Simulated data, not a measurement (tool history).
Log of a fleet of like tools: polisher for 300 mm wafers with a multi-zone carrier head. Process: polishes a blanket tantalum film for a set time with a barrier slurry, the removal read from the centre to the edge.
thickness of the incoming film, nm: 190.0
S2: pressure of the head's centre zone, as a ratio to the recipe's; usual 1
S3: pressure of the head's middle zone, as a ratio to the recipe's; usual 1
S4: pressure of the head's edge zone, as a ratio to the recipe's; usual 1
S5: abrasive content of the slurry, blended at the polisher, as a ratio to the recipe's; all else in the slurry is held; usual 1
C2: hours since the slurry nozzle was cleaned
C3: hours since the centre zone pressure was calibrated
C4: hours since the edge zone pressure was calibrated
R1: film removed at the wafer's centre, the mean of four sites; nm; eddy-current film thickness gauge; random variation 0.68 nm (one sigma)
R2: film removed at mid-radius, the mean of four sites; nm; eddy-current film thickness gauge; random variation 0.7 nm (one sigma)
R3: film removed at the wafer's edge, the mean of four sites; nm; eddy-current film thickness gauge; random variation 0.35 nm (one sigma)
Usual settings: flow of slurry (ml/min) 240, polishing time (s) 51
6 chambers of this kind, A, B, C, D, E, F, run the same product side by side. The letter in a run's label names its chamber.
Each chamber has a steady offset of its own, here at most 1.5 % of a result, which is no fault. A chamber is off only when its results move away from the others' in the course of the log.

-- hour=2.7 chamber E: slurry nozzle cleaned
run 1C hour=7.5 | flow_of_slurry_(ml/min)=240 S2=1 S3=1 S4=1 S5=1 polishing_time_(s)=51 | wafers_polished_on_this_pad=116 C2=73.5 C3=11.2 C4=405.8 | R1=54.961 R2=54.03 R3=54.969
-- hour=9.1 chamber D: worn pad replaced by a new one
run 2A hour=12.9 | flow_of_slurry_(ml/min)=240 S2=1 S3=1 S4=1 S5=1 polishing_time_(s)=51 | wafers_polished_on_this_pad=691 C2=217 C3=122.6 C4=547.7 | R1=54.555 R2=55.631 R3=54.4
run 3F hour=18.2 | flow_of_slurry_(ml/min)=240 S2=1 S3=1 S4=1 S5=1 polishing_time_(s)=51 | wafers_polished_on_this_pad=882 C2=160.4 C3=487.9 C4=184.9 | R1=56.55 R2=55.726 R3=54.574
run 4B hour=24.8 | flow_of_slurry_(ml/min)=240 S2=1 S3=1 S4=1 S5=1 polishing_time_(s)=51 | wafers_polished_on_this_pad=514 C2=661.2 C3=864.1 C4=820.9 | R1=54.35 R2=54.33 R3=54.81
-- hour=27.8 chamber F: worn pad replaced by a new one
run 5D hour=29.7 | flow_of_slurry_(ml/min)=240 S2=1 S3=1 S4=1 S5=1 polishing_time_(s)=51 | wafers_polished_on_this_pad=289 C2=113 C3=248.4 C4=609.2 | R1=54.721 R2=54.661 R3=54.303
-- hour=34.4 chamber B: centre zone pressure recalibrated
-- hour=34.5 chamber A: worn pad replaced by a new one
run 6E hour=37.5 | flow_of_slurry_(ml/min)=240 S2=1 S3=1 S4=1 S5=1 polishing_time_(s)=51 | wafers_polished_on_this_pad=703 C2=34.9 C3=483.7 C4=58.9 | R1=55.862 R2=54.825 R3=54.053
-- hour=39 chamber E: worn pad replaced by a new one
run 7B hour=44.7 | flow_of_slurry_(ml/min)=240 S2=1 S3=1 S4=1 S5=1 polishing_time_(s)=51 | wafers_polished_on_this_pad=793 C2=681.1 C3=10.4 C4=840.8 | R1=54.563 R2=52.83 R3=54.068
run 8D hour=50.1 | flow_of_slurry_(ml/min)=240 S2=1 S3=1 S4=1 S5=1 polishing_time_(s)=51 | wafers_polished_on_this_pad=574 C2=133.4 C3=268.8 C4=629.6 | R1=54.614 R2=53.734 R3=54.621
-- hour=50.2 chamber C: worn pad replaced by a new one
run 9E hour=57 | flow_of_slurry_(ml/min)=240 S2=1 S3=1 S4=1 S5=1 polishing_time_(s)=51 | wafers_polished_on_this_pad=252 C2=54.4 C3=503.2 C4=78.4 | R1=56.003 R2=53.788 R3=53.581
-- hour=62.6 chamber B: worn pad replaced by a new one
run 10A hour=64.9 | flow_of_slurry_(ml/min)=240 S2=1 S3=1 S4=1 S5=1 polishing_time_(s)=51 | wafers_polished_on_this_pad=425 C2=269 C3=174.6 C4=599.7 | R1=53.167 R2=55.19 R3=54.681
run 11C hour=71.2 | flow_of_slurry_(ml/min)=240 S2=1 S3=1 S4=1 S5=1 polishing_time_(s)=51 | wafers_polished_on_this_pad=294 C2=137.2 C3=74.9 C4=469.5 | R1=54.835 R2=53.691 R3=54.456
run 12F hour=78.5 | flow_of_slurry_(ml/min)=240 S2=1 S3=1 S4=1 S5=1 polishing_time_(s)=51 | wafers_polished_on_this_pad=709 C2=220.7 C3=548.2 C4=245.2 | R1=55.601 R2=54.793 R3=54.41
-- hour=79 chamber F: slurry nozzle cleaned
run 13D hour=83.7 | flow_of_slurry_(ml/min)=240 S2=1 S3=1 S4=1 S5=1 polishing_time_(s)=51 | wafers_polished_on_this_pad=1044 C2=167 C3=302.4 C4=663.2 | R1=55.384 R2=53.861 R3=53.546
-- hour=83.9 chamber D: worn pad replaced by a new one
-- hour=86.3 chamber E: worn pad replaced by a new one
run 14B hour=90.1 | flow_of_slurry_(ml/min)=240 S2=1 S3=1 S4=1 S5=1 polishing_time_(s)=51 | wafers_polished_on_this_pad=385 C2=726.5 C3=55.8 C4=886.2 | R1=53.939 R2=53.514 R3=54.766
-- hour=95.3 chamber C: worn pad replaced by a new one
run 15E hour=95.9 | flow_of_slurry_(ml/min)=240 S2=1 S3=1 S4=0.89 S5=1 polishing_time_(s)=65 | wafers_polished_on_this_pad=135 C2=93.3 C3=542.1 C4=117.3 | R1=70.533 R2=68.986 R3=65.144
run 16A hour=102.3 | flow_of_slurry_(ml/min)=240 S2=1 S3=1 S4=0.89 S5=1 polishing_time_(s)=65 | wafers_polished_on_this_pad=948 C2=306.4 C3=212 C4=637.1 | R1=69.737 R2=70.129 R3=65.591
-- hour=107.4 chamber A: worn pad replaced by a new one
run 17F hour=108.4 | flow_of_slurry_(ml/min)=240 S2=1 S3=1 S4=0.89 S5=1 polishing_time_(s)=65 | wafers_polished_on_this_pad=1127 C2=29.5 C3=578.1 C4=275.1 | R1=71.103 R2=69.941 R3=65.16
-- hour=108.8 chamber F: worn pad replaced by a new one
run 18C hour=113.3 | flow_of_slurry_(ml/min)=240 S2=1 S3=1 S4=0.89 S5=1 polishing_time_(s)=65 | wafers_polished_on_this_pad=252 C2=179.3 C3=117 C4=511.6 | R1=68.627 R2=69.548 R3=65.743
run 19E hour=119.4 | flow_of_slurry_(ml/min)=240 S2=1 S3=1 S4=0.89 S5=1 polishing_time_(s)=65 | wafers_polished_on_this_pad=463 C2=116.8 C3=565.6 C4=140.8 | R1=69.12 R2=68.859 R3=65.04
run 20A hour=127.1 | flow_of_slurry_(ml/min)=240 S2=1 S3=1 S4=0.89 S5=1 polishing_time_(s)=65 | wafers_polished_on_this_pad=276 C2=331.2 C3=236.8 C4=661.9 | R1=69.399 R2=69.44 R3=66.767
-- hour=131.1 chamber B: worn pad replaced by a new one
run 21D hour=135.5 | flow_of_slurry_(ml/min)=240 S2=1 S3=1 S4=1 S5=1 polishing_time_(s)=51 | wafers_polished_on_this_pad=721 C2=218.8 C3=354.2 C4=715 | R1=53.466 R2=53.618 R3=52.945
-- hour=136.6 chamber B: slurry nozzle cleaned
-- hour=137.6 chamber C: edge zone pressure recalibrated
-- hour=137.9 chamber E: worn pad replaced by a new one
run 22C hour=139.8 | flow_of_slurry_(ml/min)=240 S2=1 S3=1 S4=1 S5=1 polishing_time_(s)=51 | wafers_polished_on_this_pad=623 C2=205.8 C3=143.5 C4=2.3 | R1=54.251 R2=54.069 R3=55.327
run 23B hour=145.2 | flow_of_slurry_(ml/min)=275 S2=1 S3=1 S4=1 S5=1 polishing_time_(s)=67 | wafers_polished_on_this_pad=197 C2=8.7 C3=110.9 C4=941.3 | R1=74.021 R2=74.541 R3=73.301
-- hour=149.3 chamber C: worn pad replaced by a new one
run 24F hour=153.9 | flow_of_slurry_(ml/min)=275 S2=1 S3=1 S4=1 S5=1 polishing_time_(s)=67 | wafers_polished_on_this_pad=631 C2=75 C3=623.6 C4=320.6 | R1=72.849 R2=73.818 R3=72.046
-- hour=159.1 chamber A: edge zone pressure recalibrated
run 25D hour=162.7 | flow_of_slurry_(ml/min)=275 S2=1 S3=1 S4=1 S5=1 polishing_time_(s)=67 | wafers_polished_on_this_pad=1102 C2=246 C3=381.4 C4=742.2 | R1=71.692 R2=68.549 R3=70.381
-- hour=168.8 chamber A: worn pad replaced by a new one
-- hour=169.8 chamber D: worn pad replaced by a new one
run 26C hour=170.4 | flow_of_slurry_(ml/min)=275 S2=1 S3=1 S4=1 S5=1 polishing_time_(s)=67 | wafers_polished_on_this_pad=296 C2=236.4 C3=174.1 C4=32.9 | R1=72.075 R2=72.338 R3=73.125
run 27F hour=174.4 | flow_of_slurry_(ml/min)=275 S2=1 S3=1 S4=1 S5=1 polishing_time_(s)=67 | wafers_polished_on_this_pad=918 C2=95.5 C3=644.1 C4=341.1 | R1=74.375 R2=72.473 R3=73.05
run 28B hour=179 | flow_of_slurry_(ml/min)=275 S2=1 S3=1 S4=1 S5=1 polishing_time_(s)=67 | wafers_polished_on_this_pad=669 C2=42.5 C3=144.7 C4=975.1 | R1=72.83 R2=70.86 R3=72.535
-- hour=182.2 chamber E: worn pad replaced by a new one
run 29A hour=185.5 | flow_of_slurry_(ml/min)=240 S2=1 S3=1 S4=1 S5=1 polishing_time_(s)=51 | wafers_polished_on_this_pad=234 C2=389.6 C3=295.2 C4=26.4 | R1=54.401 R2=54.461 R3=55.385
-- hour=187.3 chamber F: worn pad replaced by a new one
run 30E hour=191.8 | flow_of_slurry_(ml/min)=240 S2=1 S3=1 S4=1 S5=1 polishing_time_(s)=51 | wafers_polished_on_this_pad=135 C2=189.2 C3=638 C4=213.2 | R1=54.609 R2=53.603 R3=53.442
run 31B hour=197.8 | flow_of_slurry_(ml/min)=240 S2=1 S3=1 S4=1 S5=1 polishing_time_(s)=51 | wafers_polished_on_this_pad=932 C2=61.3 C3=163.5 C4=993.9 | R1=55.291 R2=54.675 R3=55
-- hour=198.6 chamber C: worn pad replaced by a new one
run 32A hour=204.8 | flow_of_slurry_(ml/min)=240 S2=1 S3=1 S4=1 S5=1 polishing_time_(s)=51 | wafers_polished_on_this_pad=504 C2=408.9 C3=314.5 C4=45.7 | R1=55.066 R2=54.084 R3=54.421
run 33C hour=209.4 | flow_of_slurry_(ml/min)=240 S2=1 S3=1 S4=1 S5=1 polishing_time_(s)=51 | wafers_polished_on_this_pad=151 C2=275.4 C3=213.1 C4=71.9 | R1=53.387 R2=54.999 R3=54.13
-- hour=215.5 chamber E: slurry nozzle cleaned
run 34D hour=217.8 | flow_of_slurry_(ml/min)=290 S2=1 S3=1 S4=1 S5=1.1 polishing_time_(s)=51 | wafers_polished_on_this_pad=672 C2=301.1 C3=436.5 C4=797.3 | R1=54.096 R2=54.353 R3=55.304
run 35E hour=222.4 | flow_of_slurry_(ml/min)=290 S2=1 S3=1 S4=1 S5=1.1 polishing_time_(s)=51 | wafers_polished_on_this_pad=562 C2=6.9 C3=668.6 C4=243.8 | R1=58.132 R2=56.915 R3=56.222
run 36F hour=229.5 | flow_of_slurry_(ml/min)=290 S2=1 S3=1 S4=1 S5=1.1 polishing_time_(s)=51 | wafers_polished_on_this_pad=591 C2=150.6 C3=699.2 C4=396.2 | R1=58.083 R2=56.721 R3=56.5
-- hour=230.9 chamber E: worn pad replaced by a new one
run 37E hour=235.9 | flow_of_slurry_(ml/min)=290 S2=1 S3=1 S4=1 S5=1.1 polishing_time_(s)=51 | wafers_polished_on_this_pad=71 C2=20.4 C3=682.1 C4=257.3 | R1=56.936 R2=58.12 R3=56.025

All 6 chambers run these settings next. Forecast each chamber's results:
run 38A hour=242.6 | flow_of_slurry_(ml/min)=240 S2=1 S3=1 S4=1 S5=1 polishing_time_(s)=51 | R1=? R2=? R3=?
run 38B hour=242.6 | flow_of_slurry_(ml/min)=240 S2=1 S3=1 S4=1 S5=1 polishing_time_(s)=51 | R1=? R2=? R3=?
run 38C hour=242.6 | flow_of_slurry_(ml/min)=240 S2=1 S3=1 S4=1 S5=1 polishing_time_(s)=51 | R1=? R2=? R3=?
run 38D hour=242.6 | flow_of_slurry_(ml/min)=240 S2=1 S3=1 S4=1 S5=1 polishing_time_(s)=51 | R1=? R2=? R3=?
run 38E hour=242.6 | flow_of_slurry_(ml/min)=240 S2=1 S3=1 S4=1 S5=1 polishing_time_(s)=51 | R1=? R2=? R3=?
run 38F hour=242.6 | flow_of_slurry_(ml/min)=240 S2=1 S3=1 S4=1 S5=1 polishing_time_(s)=51 | R1=? R2=? R3=?

run=38A R1=54.264 R2=54.445 R3=54.332
run=38B R1=53.867 R2=54.466 R3=54.051
run=38C R1=55.331 R2=54.254 R3=54.489
run=38D R1=50.785 R2=49.91 R3=51.759
run=38E R1=54.826 R2=53.863 R3=53.543
run=38F R1=54.908 R2=55.508 R3=54.349
